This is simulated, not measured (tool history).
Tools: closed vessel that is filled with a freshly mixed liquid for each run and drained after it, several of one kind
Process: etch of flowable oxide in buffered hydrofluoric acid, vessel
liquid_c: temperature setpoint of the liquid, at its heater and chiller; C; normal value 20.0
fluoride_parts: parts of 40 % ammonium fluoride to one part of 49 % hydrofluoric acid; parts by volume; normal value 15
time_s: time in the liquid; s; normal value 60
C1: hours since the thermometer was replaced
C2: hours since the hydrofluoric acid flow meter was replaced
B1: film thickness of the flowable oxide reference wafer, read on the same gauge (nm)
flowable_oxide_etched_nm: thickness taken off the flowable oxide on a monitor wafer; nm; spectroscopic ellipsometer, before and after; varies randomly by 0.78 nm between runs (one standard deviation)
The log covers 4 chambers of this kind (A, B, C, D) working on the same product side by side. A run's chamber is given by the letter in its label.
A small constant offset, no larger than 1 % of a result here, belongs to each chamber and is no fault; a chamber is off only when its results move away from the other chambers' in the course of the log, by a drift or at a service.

run 1B day=0.367 | liquid_c=20.0 fluoride_parts=15 time_s=60 | C1=679.6 C2=1108.4 | B1=150.02 | flowable_oxide_etched_nm=79.909
run 2C day=0.712 | liquid_c=20.0 fluoride_parts=15 time_s=60 | C1=61.6 C2=568.5 | B1=149.96 | flowable_oxide_etched_nm=80.163
run 3D day=0.904 | liquid_c=20.0 fluoride_parts=15 time_s=60 | C1=428.9 C2=1459.7 | B1=149.99 | flowable_oxide_etched_nm=79.192
run 4A day=1.346 | liquid_c=20.0 fluoride_parts=15 time_s=60 | C1=442.1 C2=1415.5 | B1=150.02 | flowable_oxide_etched_nm=78.553
run 5A day=1.542 | liquid_c=20.0 fluoride_parts=15 time_s=60 | C1=446.8 C2=1420.2 | B1=150.03 | flowable_oxide_etched_nm=80.166
run 6B day=1.858 | liquid_c=20.0 fluoride_parts=15 time_s=60 | C1=715.4 C2=1144.2 | B1=150.03 | flowable_oxide_etched_nm=78.637
run 7C day=2.283 | liquid_c=20.0 fluoride_parts=15 time_s=60 | C1=99.3 C2=606.2 | B1=149.99 | flowable_oxide_etched_nm=80.402
run 8D day=2.667 | liquid_c=20.0 fluoride_parts=15 time_s=60 | C1=471.2 C2=1502.0 | B1=149.97 | flowable_oxide_etched_nm=78.613
run 9D day=2.988 | liquid_c=20.0 fluoride_parts=15 time_s=60 | C1=478.9 C2=1509.7 | B1=149.98 | flowable_oxide_etched_nm=79.051
run 10A day=3.242 | liquid_c=20.0 fluoride_parts=15 time_s=60 | C1=487.6 C2=1461.0 | B1=150.02 | flowable_oxide_etched_nm=78.390
run 11C day=3.604 | liquid_c=17.0 fluoride_parts=15 time_s=60 | C1=131.0 C2=637.9 | B1=150.00 | flowable_oxide_etched_nm=67.994
run 12B day=3.996 | liquid_c=17.0 fluoride_parts=15 time_s=60 | C1=766.7 C2=1195.5 | B1=150.02 | flowable_oxide_etched_nm=65.630
run 13D day=4.200 | liquid_c=17.0 fluoride_parts=15 time_s=60 | C1=508.0 C2=1538.8 | B1=149.97 | flowable_oxide_etched_nm=65.239
run 14C day=4.538 | liquid_c=17.0 fluoride_parts=15 time_s=60 | C1=153.4 C2=660.3 | B1=149.99 | flowable_oxide_etched_nm=66.824
run 15A day=4.742 | liquid_c=20.0 fluoride_parts=15 time_s=60 | C1=523.6 C2=1497.0 | B1=149.97 | flowable_oxide_etched_nm=78.398
run 16B day=5.175 | liquid_c=20.0 fluoride_parts=15 time_s=60 | C1=795.0 C2=1223.8 | B1=149.99 | flowable_oxide_etched_nm=78.428
run 17C day=5.542 | liquid_c=20.0 fluoride_parts=15 time_s=60 | C1=177.5 C2=684.4 | B1=150.00 | flowable_oxide_etched_nm=79.106
run 18B day=5.975 | liquid_c=20.0 fluoride_parts=15 time_s=60 | C1=814.2 C2=1243.0 | B1=150.03 | flowable_oxide_etched_nm=78.423
run 19D day=6.388 | liquid_c=20.0 fluoride_parts=15 time_s=60 | C1=560.5 C2=1591.3 | B1=150.02 | flowable_oxide_etched_nm=74.584
run 20A day=6.579 | liquid_c=24.5 fluoride_parts=15 time_s=45 | C1=567.7 C2=1541.1 | B1=150.04 | flowable_oxide_etched_nm=76.719
run 21A day=6.829 | liquid_c=24.5 fluoride_parts=15 time_s=45 | C1=573.7 C2=1547.1 | B1=149.99 | flowable_oxide_etched_nm=75.002
run 22B day=7.025 | liquid_c=24.5 fluoride_parts=15 time_s=45 | C1=839.4 C2=1268.2 | B1=149.99 | flowable_oxide_etched_nm=75.275
run 23D day=7.221 | liquid_c=24.5 fluoride_parts=15 time_s=45 | C1=580.5 C2=1611.3 | B1=150.00 | flowable_oxide_etched_nm=72.249
run 24C day=7.504 | liquid_c=20.0 fluoride_parts=10 time_s=60 | C1=224.6 C2=731.5 | B1=150.02 | flowable_oxide_etched_nm=117.170
run 25C day=7.946 | liquid_c=20.0 fluoride_parts=10 time_s=60 | C1=235.2 C2=742.1 | B1=149.99 | flowable_oxide_etched_nm=118.520
run 26D day=8.371 | liquid_c=20.0 fluoride_parts=10 time_s=60 | C1=608.1 C2=1638.9 | B1=150.01 | flowable_oxide_etched_nm=107.990
run 27A day=8.671 | liquid_c=20.0 fluoride_parts=10 time_s=60 | C1=617.9 C2=1591.3 | B1=149.97 | flowable_oxide_etched_nm=116.720
run 28B day=9.117 | liquid_c=20.0 fluoride_parts=15 time_s=60 | C1=889.6 C2=1318.4 | B1=150.03 | flowable_oxide_etched_nm=80.367
run 29D day=9.438 | liquid_c=20.0 fluoride_parts=15 time_s=60 | C1=633.7 C2=1664.5 | B1=149.98 | flowable_oxide_etched_nm=71.250
run 30C day=9.862 | liquid_c=20.0 fluoride_parts=15 time_s=60 | C1=281.2 C2=788.1 | B1=149.99 | flowable_oxide_etched_nm=79.363
run 31B day=10.150 | liquid_c=22.0 fluoride_parts=15 time_s=40 | C1=914.4 C2=1343.2 | B1=149.96 | flowable_oxide_etched_nm=59.157
run 32A day=10.500 | liquid_c=22.0 fluoride_parts=15 time_s=40 | C1=661.8 C2=1635.2 | B1=150.01 | flowable_oxide_etched_nm=57.934
run 33D day=10.942 | liquid_c=22.0 fluoride_parts=15 time_s=40 | C1=669.8 C2=1700.6 | B1=150.04 | flowable_oxide_etched_nm=52.054
run 34C day=11.383 | liquid_c=22.0 fluoride_parts=15 time_s=40 | C1=317.7 C2=824.6 | B1=150.00 | flowable_oxide_etched_nm=59.591

Next, every chamber runs the same settings. What will each give?
run 35A day=11.704 | liquid_c=20.0 fluoride_parts=15 time_s=85 | flowable_oxide_etched_nm=?
run 35B day=11.704 | liquid_c=20.0 fluoride_parts=15 time_s=85 | flowable_oxide_etched_nm=?
run 35C day=11.704 | liquid_c=20.0 fluoride_parts=15 time_s=85 | flowable_oxide_etched_nm=?
run 35D day=11.704 | liquid_c=20.0 fluoride_parts=15 time_s=85 | flowable_oxide_etched_nm=?

run=35A flowable_oxide_etched_nm=114.410
run=35B flowable_oxide_etched_nm=110.960
run=35C flowable_oxide_etched_nm=112.170
run=35D flowable_oxide_etched_nm=99.168
